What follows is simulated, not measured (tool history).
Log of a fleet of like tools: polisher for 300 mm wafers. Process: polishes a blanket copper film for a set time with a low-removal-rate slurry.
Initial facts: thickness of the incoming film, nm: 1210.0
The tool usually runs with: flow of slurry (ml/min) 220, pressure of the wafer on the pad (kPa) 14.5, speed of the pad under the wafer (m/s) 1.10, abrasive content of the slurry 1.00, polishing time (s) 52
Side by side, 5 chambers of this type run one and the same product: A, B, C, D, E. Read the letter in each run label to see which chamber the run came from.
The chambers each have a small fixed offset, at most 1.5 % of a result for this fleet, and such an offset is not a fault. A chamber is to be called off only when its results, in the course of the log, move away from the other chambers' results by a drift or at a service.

| run | hour | flow of slurry (ml/min) | pressure of the wafer on the pad (kPa) | speed of the pad under the wafer (m/s) | abrasive content of the slurry | polishing time (s) | film removed (angstrom) |
|---|---|---|---|---|---|---|---|
|  | 3.1 | chamber C: slurry nozzle cleaned |
| 1E | 4.7 | 220 | 14.5 | 1.10 | 1.00 | 52 | 1200.50 |
| 2A | 9.7 | 220 | 14.5 | 1.10 | 1.00 | 52 | 1179.20 |
|  | 11.4 | chamber C: slurry blender recalibrated |
|  | 16.3 | chamber E: slurry nozzle cleaned |
| 3B | 16.3 | 220 | 14.5 | 1.10 | 1.00 | 52 | 1207.10 |
|  | 19.9 | chamber B: worn pad replaced by a new one |
| 4C | 19.9 | 220 | 14.5 | 1.10 | 1.00 | 52 | 1187.80 |
| 5D | 25.4 | 220 | 14.5 | 1.10 | 1.00 | 52 | 1219.20 |
| 6E | 29.1 | 220 | 14.5 | 1.10 | 1.20 | 52 | 1230.80 |
| 7B | 32.4 | 220 | 14.5 | 1.10 | 1.20 | 52 | 1265.20 |
|  | 34.1 | chamber D: worn pad replaced by a new one |
| 8D | 35.6 | 220 | 14.5 | 1.10 | 1.20 | 52 | 1279.60 |
|  | 37.6 | chamber C: worn pad replaced by a new one |
| 9C | 39.8 | 220 | 14.5 | 1.10 | 1.20 | 52 | 1237.70 |
| 10A | 44.8 | 220 | 14.5 | 1.10 | 1.20 | 52 | 1242.20 |
| 11A | 51.6 | 220 | 14.5 | 1.10 | 1.20 | 36 | 843.39 |
|  | 52.4 | chamber E: slurry blender recalibrated |
| 12E | 58.5 | 220 | 14.5 | 1.10 | 1.20 | 36 | 853.18 |
| 13C | 64.9 | 220 | 14.5 | 1.10 | 1.20 | 36 | 855.81 |
| 14D | 68.9 | 220 | 14.5 | 1.10 | 1.20 | 36 | 878.11 |
| 15B | 73.5 | 220 | 14.5 | 1.10 | 1.20 | 36 | 868.86 |
|  | 75.0 | chamber E: worn pad replaced by a new one |
| 16B | 78.3 | 220 | 14.5 | 0.84 | 1.00 | 66 | 1155.20 |
| 17C | 81.5 | 220 | 14.5 | 0.84 | 1.00 | 66 | 1170.90 |
| 18A | 88.1 | 220 | 14.5 | 0.84 | 1.00 | 66 | 1149.10 |
|  | 90.0 | chamber B: head pressure recalibrated |
| 19E | 93.6 | 220 | 14.5 | 0.84 | 1.00 | 66 | 1157.90 |
| 20D | 98.2 | 220 | 14.5 | 0.84 | 1.00 | 66 | 1165.80 |
|  | 101.0 | chamber A: slurry nozzle cleaned |
| 21D | 101.8 | 220 | 14.5 | 1.10 | 1.00 | 52 | 1211.10 |
| 22B | 105.3 | 220 | 14.5 | 1.10 | 1.00 | 52 | 1298.40 |
| 23A | 108.6 | 220 | 14.5 | 1.10 | 1.00 | 52 | 1172.90 |
|  | 111.6 | chamber A: worn pad replaced by a new one |
| 24C | 113.7 | 275 | 14.5 | 1.10 | 1.15 | 52 | 1257.70 |
| 25E | 118.2 | 275 | 14.5 | 1.10 | 1.15 | 52 | 1265.70 |
| 26A | 121.7 | 275 | 14.5 | 1.10 | 1.15 | 52 | 1263.20 |
| 27C | 125.6 | 275 | 14.5 | 1.10 | 1.15 | 52 | 1252.50 |
|  | 127.2 | chamber B: worn pad replaced by a new one |
| 28B | 128.8 | 275 | 14.5 | 1.10 | 1.15 | 52 | 1374.90 |
| 29D | 134.5 | 220 | 14.5 | 1.10 | 1.00 | 52 | 1183.70 |
| 30E | 139.6 | 220 | 14.5 | 1.10 | 1.00 | 52 | 1187.40 |
| 31A | 142.8 | 220 | 14.5 | 1.10 | 1.00 | 52 | 1195.80 |
| 32E | 148.2 | 220 | 14.5 | 1.10 | 1.00 | 52 | 1188.80 |
| 33D | 155.0 | 220 | 14.5 | 1.10 | 1.00 | 52 | 1205.10 |
| 34B | 161.2 | 220 | 14.5 | 1.10 | 1.00 | 52 | 1313.20 |

Is one chamber off against the others, does the gauge drift, or is nothing wrong? If a chamber is off, say which, and what the likeliest cause is.

A service left chamber B off against the others.
What lies behind it: head's pressure above its setpoint, % = 8.44.

Here are 4 candidates for chamber B's next run, each the usual settings with a change, their results left as question marks. Which one brings its results back in line with what the others give on the usual settings?
Maximum distance from the other chambers' mean on the usual settings for a result to count as in line: film removed (angstrom) 43.00
| 35B-1 | 166.3 | 220 | 14.5 | 1.18 | 1.00 | 56 | ? |
| 35B-2 | 166.3 | 220 | 15.2 | 1.10 | 1.00 | 54 | ? |
| 35B-3 | 166.3 | 220 | 13.8 | 1.04 | 1.00 | 49 | ? |
| 35B-4 | 166.3 | 220 | 14.5 | 1.00 | 1.00 | 52 | ? |

The other chambers' mean on the usual settings: film removed (angstrom) 1191.10
| run | film removed (angstrom) |
|---|---|
| 35B-1 | 1502.30 |
| 35B-2 | 1412.80 |
| 35B-3 | 1102.00 |
| 35B-4 | 1179.50 |
Change 35B-4 lands the chamber within the allowed miss of the other chambers.
